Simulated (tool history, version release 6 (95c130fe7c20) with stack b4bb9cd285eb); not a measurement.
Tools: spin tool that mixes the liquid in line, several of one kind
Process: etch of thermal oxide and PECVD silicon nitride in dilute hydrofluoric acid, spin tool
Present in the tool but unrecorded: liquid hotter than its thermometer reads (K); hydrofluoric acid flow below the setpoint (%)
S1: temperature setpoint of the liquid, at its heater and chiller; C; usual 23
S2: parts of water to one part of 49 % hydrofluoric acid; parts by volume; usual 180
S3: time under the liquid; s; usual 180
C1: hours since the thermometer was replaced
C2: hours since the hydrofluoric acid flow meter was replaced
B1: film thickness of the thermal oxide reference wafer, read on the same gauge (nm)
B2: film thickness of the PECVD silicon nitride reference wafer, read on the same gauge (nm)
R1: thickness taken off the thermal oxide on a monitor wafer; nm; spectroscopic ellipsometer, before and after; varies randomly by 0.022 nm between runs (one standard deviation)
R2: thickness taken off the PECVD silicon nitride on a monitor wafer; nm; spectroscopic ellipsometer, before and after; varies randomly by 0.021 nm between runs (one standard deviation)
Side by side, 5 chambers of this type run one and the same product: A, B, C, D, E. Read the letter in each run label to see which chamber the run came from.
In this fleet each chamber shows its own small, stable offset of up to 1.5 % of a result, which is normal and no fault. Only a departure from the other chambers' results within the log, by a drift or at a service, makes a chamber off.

{"run": "1C", "hour": 9.7, "S1": 23, "S2": 180, "S3": 180, "C1": 250.6, "C2": 916.8, "B1": 129.99, "B2": 70.016, "R1": 4.0055, "R2": 3.0339}
{"run": "2B", "hour": 20.3, "S1": 23, "S2": 180, "S3": 180, "C1": 1990.5, "C2": 1105, "B1": 129.97, "B2": 69.993, "R1": 3.9851, "R2": 3.0122}
{"run": "3A", "hour": 29.1, "S1": 23, "S2": 180, "S3": 180, "C1": 675.9, "C2": 367.4, "B1": 129.98, "B2": 69.99, "R1": 3.9778, "R2": 3.004}
{"run": "4D", "hour": 39.9, "S1": 23, "S2": 180, "S3": 180, "C1": 1002.1, "C2": 239.9, "B1": 129.98, "B2": 70.006, "R1": 4.0706, "R2": 3.0611}
{"run": "5E", "hour": 50.8, "S1": 23, "S2": 180, "S3": 180, "C1": 145.5, "C2": 1284.9, "B1": 130.01, "B2": 69.999, "R1": 4.0012, "R2": 3.0049}
{"hour": 54.4, "done": "chamber B: hydrofluoric acid flow meter replaced"}
{"run": "6E", "hour": 58.5, "S1": 23, "S2": 180, "S3": 180, "C1": 153.2, "C2": 1292.6, "B1": 130, "B2": 70.017, "R1": 4.0149, "R2": 3.0299}
{"run": "7A", "hour": 64.6, "S1": 23, "S2": 180, "S3": 180, "C1": 711.4, "C2": 402.9, "B1": 130.01, "B2": 69.987, "R1": 3.972, "R2": 2.9898}
{"run": "8C", "hour": 72.5, "S1": 23, "S2": 180, "S3": 180, "C1": 313.4, "C2": 979.6, "B1": 130.03, "B2": 70.027, "R1": 3.9549, "R2": 3.0979}
{"run": "9D", "hour": 77.7, "S1": 23, "S2": 180, "S3": 180, "C1": 1039.9, "C2": 277.7, "B1": 129.99, "B2": 69.952, "R1": 4.0209, "R2": 3.0126}
{"run": "10B", "hour": 87.3, "S1": 23, "S2": 180, "S3": 180, "C1": 2057.5, "C2": 32.9, "B1": 129.99, "B2": 69.99, "R1": 3.9591, "R2": 3.0168}
{"run": "11D", "hour": 95.9, "S1": 23, "S2": 180, "S3": 180, "C1": 1058.1, "C2": 295.9, "B1": 130, "B2": 69.986, "R1": 4.0097, "R2": 3.0894}
{"run": "12C", "hour": 107.1, "S1": 23, "S2": 115, "S3": 180, "C1": 348, "C2": 1014.2, "B1": 130, "B2": 70.006, "R1": 6.7626, "R2": 4.7704}
{"run": "13E", "hour": 117.6, "S1": 23, "S2": 115, "S3": 180, "C1": 212.3, "C2": 1351.7, "B1": 130, "B2": 69.987, "R1": 6.6975, "R2": 4.6669}
{"run": "14B", "hour": 123.0, "S1": 23, "S2": 115, "S3": 180, "C1": 2093.2, "C2": 68.6, "B1": 129.98, "B2": 70.009, "R1": 6.7377, "R2": 4.6704}
{"run": "15A", "hour": 130.3, "S1": 23, "S2": 115, "S3": 180, "C1": 777.1, "C2": 468.6, "B1": 130.01, "B2": 70.015, "R1": 6.6262, "R2": 4.5736}
{"run": "16C", "hour": 138.8, "S1": 23, "S2": 115, "S3": 180, "C1": 379.7, "C2": 1045.9, "B1": 130, "B2": 69.997, "R1": 6.7222, "R2": 4.7481}
{"run": "17A", "hour": 143.9, "S1": 26, "S2": 180, "S3": 180, "C1": 790.7, "C2": 482.2, "B1": 129.99, "B2": 69.999, "R1": 4.3766, "R2": 3.5149}
{"run": "18E", "hour": 149.6, "S1": 26, "S2": 180, "S3": 180, "C1": 244.3, "C2": 1383.7, "B1": 130, "B2": 70.016, "R1": 4.5289, "R2": 3.6667}
{"run": "19B", "hour": 159.1, "S1": 26, "S2": 180, "S3": 180, "C1": 2129.3, "C2": 104.7, "B1": 129.99, "B2": 70.017, "R1": 4.4716, "R2": 3.6205}
{"run": "20D", "hour": 169.4, "S1": 26, "S2": 180, "S3": 180, "C1": 1131.6, "C2": 369.4, "B1": 130, "B2": 70.021, "R1": 4.4769, "R2": 3.7012}
{"run": "21A", "hour": 178.4, "S1": 26, "S2": 180, "S3": 180, "C1": 825.2, "C2": 516.7, "B1": 130.01, "B2": 70.019, "R1": 4.2551, "R2": 3.5144}
{"run": "22B", "hour": 185.9, "S1": 21, "S2": 180, "S3": 180, "C1": 2156.1, "C2": 131.5, "B1": 129.99, "B2": 69.995, "R1": 3.7335, "R2": 2.6459}
{"run": "23D", "hour": 191.2, "S1": 21, "S2": 180, "S3": 180, "C1": 1153.4, "C2": 391.2, "B1": 130, "B2": 69.988, "R1": 3.7653, "R2": 2.6806}
{"run": "24C", "hour": 199.1, "S1": 21, "S2": 180, "S3": 180, "C1": 440, "C2": 1106.2, "B1": 129.99, "B2": 70.007, "R1": 3.6893, "R2": 2.6885}
{"run": "25E", "hour": 206.0, "S1": 21, "S2": 180, "S3": 180, "C1": 300.7, "C2": 1440.1, "B1": 130, "B2": 69.979, "R1": 3.7365, "R2": 2.6494}
{"run": "26B", "hour": 211.2, "S1": 21, "S2": 180, "S3": 180, "C1": 2181.4, "C2": 156.8, "B1": 130, "B2": 70.01, "R1": 3.687, "R2": 2.6416}
{"run": "27A", "hour": 220.9, "S1": 23, "S2": 180, "S3": 180, "C1": 867.7, "C2": 559.2, "B1": 130, "B2": 70.011, "R1": 3.7262, "R2": 2.8296}
{"run": "28E", "hour": 230.4, "S1": 23, "S2": 180, "S3": 180, "C1": 325.1, "C2": 1464.5, "B1": 130, "B2": 70.014, "R1": 4.0391, "R2": 3.0088}
{"run": "29D", "hour": 235.7, "S1": 23, "S2": 180, "S3": 180, "C1": 1197.9, "C2": 435.7, "B1": 130.04, "B2": 69.989, "R1": 4.0277, "R2": 3.0511}
{"run": "30C", "hour": 245.0, "S1": 23, "S2": 180, "S3": 180, "C1": 485.9, "C2": 1152.1, "B1": 129.99, "B2": 69.995, "R1": 3.961, "R2": 3.0348}
{"run": "31A", "hour": 251.8, "S1": 23, "S2": 180, "S3": 180, "C1": 898.6, "C2": 590.1, "B1": 130.01, "B2": 70.02, "R1": 3.6606, "R2": 2.8264}

Each of the 5 chambers runs these same settings next. Fill in every chamber's results:
{"run": "32A", "hour": 260.2, "S1": 23, "S2": 180, "S3": 180, "R1": "?", "R2": "?"}
{"run": "32B", "hour": 260.2, "S1": 23, "S2": 180, "S3": 180, "R1": "?", "R2": "?"}
{"run": "32C", "hour": 260.2, "S1": 23, "S2": 180, "S3": 180, "R1": "?", "R2": "?"}
{"run": "32D", "hour": 260.2, "S1": 23, "S2": 180, "S3": 180, "R1": "?", "R2": "?"}
{"run": "32E", "hour": 260.2, "S1": 23, "S2": 180, "S3": 180, "R1": "?", "R2": "?"}

run=32A R1=3.6891 R2=2.8279
run=32B R1=4.0336 R2=2.9856
run=32C R1=3.9709 R2=2.9987
run=32D R1=4.0336 R2=3.0102
run=32E R1=4.0427 R2=3.0479

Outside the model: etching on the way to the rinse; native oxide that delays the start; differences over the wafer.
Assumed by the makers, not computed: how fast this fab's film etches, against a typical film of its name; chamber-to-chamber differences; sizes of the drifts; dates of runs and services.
